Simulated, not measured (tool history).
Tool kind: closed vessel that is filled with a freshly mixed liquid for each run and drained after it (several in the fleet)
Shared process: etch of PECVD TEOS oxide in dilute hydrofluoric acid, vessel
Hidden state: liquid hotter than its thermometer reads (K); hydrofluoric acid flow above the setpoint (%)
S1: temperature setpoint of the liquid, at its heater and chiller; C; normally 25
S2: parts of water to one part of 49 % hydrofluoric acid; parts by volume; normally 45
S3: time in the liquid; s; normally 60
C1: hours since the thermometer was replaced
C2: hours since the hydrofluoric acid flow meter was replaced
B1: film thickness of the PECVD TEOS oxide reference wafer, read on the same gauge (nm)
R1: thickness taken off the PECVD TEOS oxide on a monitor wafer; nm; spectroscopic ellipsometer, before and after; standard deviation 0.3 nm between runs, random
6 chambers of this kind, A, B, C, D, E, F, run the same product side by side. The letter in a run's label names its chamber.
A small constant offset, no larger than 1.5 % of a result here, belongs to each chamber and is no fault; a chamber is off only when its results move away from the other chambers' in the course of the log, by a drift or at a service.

run 1D hour=5.3 | S1=25 S2=45 S3=60 | C1=1477.6 C2=594.7 | B1=30.047 | R1=38.449
run 2C hour=10.2 | S1=25 S2=45 S3=60 | C1=1037.7 C2=420.2 | B1=29.974 | R1=38.751
run 3F hour=15.4 | S1=25 S2=45 S3=60 | C1=1412.2 C2=1513.5 | B1=29.961 | R1=39.098
run 4B hour=18 | S1=25 S2=45 S3=60 | C1=482.9 C2=1018 | B1=29.968 | R1=38.898
run 5A hour=21.1 | S1=25 S2=45 S3=60 | C1=405.2 C2=385 | B1=29.976 | R1=38.153
run 6E hour=26 | S1=25 S2=60 S3=80 | C1=61.2 C2=1285.2 | B1=29.986 | R1=37.344
run 7E hour=31.2 | S1=25 S2=60 S3=80 | C1=66.4 C2=1290.4 | B1=29.943 | R1=37.783
run 8D hour=33.8 | S1=25 S2=60 S3=80 | C1=1506.1 C2=623.2 | B1=30.007 | R1=38.099
run 9C hour=36.5 | S1=25 S2=60 S3=80 | C1=1064 C2=446.5 | B1=29.998 | R1=37.697
run 10B hour=41.2 | S1=25 S2=60 S3=80 | C1=506.1 C2=1041.2 | B1=29.992 | R1=37.912
run 11F hour=45.7 | S1=25 S2=60 S3=80 | C1=1442.5 C2=1543.8 | B1=29.986 | R1=38.528
run 12A hour=48.6 | S1=25 S2=45 S3=60 | C1=432.7 C2=412.5 | B1=30.001 | R1=38.215
run 13D hour=53.5 | S1=25 S2=45 S3=60 | C1=1525.8 C2=642.9 | B1=30.027 | R1=38.317
run 14E hour=58.5 | S1=25 S2=45 S3=60 | C1=93.7 C2=1317.7 | B1=29.979 | R1=38.578
run 15B hour=62.6 | S1=25 S2=45 S3=60 | C1=527.5 C2=1062.6 | B1=30.061 | R1=38.655
run 16A hour=66.4 | S1=25 S2=45 S3=60 | C1=450.5 C2=430.3 | B1=30.067 | R1=38.587
run 17C hour=69.1 | S1=25 S2=45 S3=60 | C1=1096.6 C2=479.1 | B1=30.019 | R1=38.788
run 18F hour=73.6 | S1=25 S2=45 S3=60 | C1=1470.4 C2=1571.7 | B1=29.995 | R1=38.87
run 19D hour=78.4 | S1=25 S2=45 S3=60 | C1=1550.7 C2=667.8 | B1=30.004 | R1=38.362
run 20B hour=82.2 | S1=25 S2=45 S3=60 | C1=547.1 C2=1082.2 | B1=30.052 | R1=39.211
run 21C hour=85.4 | S1=25 S2=45 S3=60 | C1=1112.9 C2=495.4 | B1=29.99 | R1=38.136
run 22A hour=88.9 | S1=25 S2=60 S3=80 | C1=473 C2=452.8 | B1=29.997 | R1=37.595
run 23F hour=91.7 | S1=25 S2=60 S3=80 | C1=1488.5 C2=1589.8 | B1=30.009 | R1=38.505
run 24E hour=94.9 | S1=25 S2=60 S3=80 | C1=130.1 C2=1354.1 | B1=29.949 | R1=37.39
run 25C hour=99.4 | S1=25 S2=60 S3=80 | C1=1126.9 C2=509.4 | B1=30.05 | R1=37.389
run 26A hour=102.1 | S1=25 S2=60 S3=80 | C1=486.2 C2=466 | B1=29.987 | R1=38.047
run 27E hour=106.3 | S1=25 S2=60 S3=80 | C1=141.5 C2=1365.5 | B1=30.018 | R1=38.202
-- hour=109.9 chamber E: hydrofluoric acid flow meter replaced
run 28B hour=110.4 | S1=25 S2=55 S3=40 | C1=575.3 C2=1110.4 | B1=30.039 | R1=21.435
run 29F hour=113.7 | S1=25 S2=55 S3=40 | C1=1510.5 C2=1611.8 | B1=30.053 | R1=20.982
run 30D hour=117.7 | S1=25 S2=55 S3=40 | C1=1590 C2=707.1 | B1=30.008 | R1=20.683
run 31C hour=121.9 | S1=25 S2=55 S3=40 | C1=1149.4 C2=531.9 | B1=29.991 | R1=20.345
run 32D hour=125.8 | S1=25 S2=55 S3=40 | C1=1598.1 C2=715.2 | B1=29.989 | R1=20.665
run 33A hour=130.5 | S1=25 S2=55 S3=40 | C1=514.6 C2=494.4 | B1=29.992 | R1=20.641
run 34F hour=136.2 | S1=25 S2=45 S3=60 | C1=1533 C2=1634.3 | B1=30.012 | R1=39.658
run 35E hour=141.5 | S1=25 S2=45 S3=60 | C1=176.7 C2=31.6 | B1=30.046 | R1=38.85
run 36B hour=145.7 | S1=25 S2=45 S3=60 | C1=610.6 C2=1145.7 | B1=30 | R1=41.096
run 37C hour=149 | S1=25 S2=45 S3=60 | C1=1176.5 C2=559 | B1=29.973 | R1=38.37
run 38E hour=153.7 | S1=25 S2=45 S3=60 | C1=188.9 C2=43.8 | B1=29.998 | R1=38.356
run 39B hour=156.5 | S1=25 S2=45 S3=60 | C1=621.4 C2=1156.5 | B1=29.974 | R1=41.39
run 40F hour=159.7 | S1=25 S2=45 S3=60 | C1=1556.5 C2=1657.8 | B1=30.002 | R1=39.417
run 41A hour=164.4 | S1=25 S2=45 S3=60 | C1=548.5 C2=528.3 | B1=29.962 | R1=38.635
run 42D hour=170.1 | S1=25 S2=45 S3=60 | C1=1642.4 C2=759.5 | B1=29.942 | R1=38.494

Next, all 6 chambers run the settings below, one line each with question marks for the results. What does each chamber give?
run 43A hour=174.2 | S1=25 S2=35 S3=60 | R1=?
run 43B hour=174.2 | S1=25 S2=35 S3=60 | R1=?
run 43C hour=174.2 | S1=25 S2=35 S3=60 | R1=?
run 43D hour=174.2 | S1=25 S2=35 S3=60 | R1=?
run 43E hour=174.2 | S1=25 S2=35 S3=60 | R1=?
run 43F hour=174.2 | S1=25 S2=35 S3=60 | R1=?

run=43A R1=49.653
run=43B R1=54.926
run=43C R1=50.017
run=43D R1=49.684
run=43E R1=50.19
run=43F R1=51.131
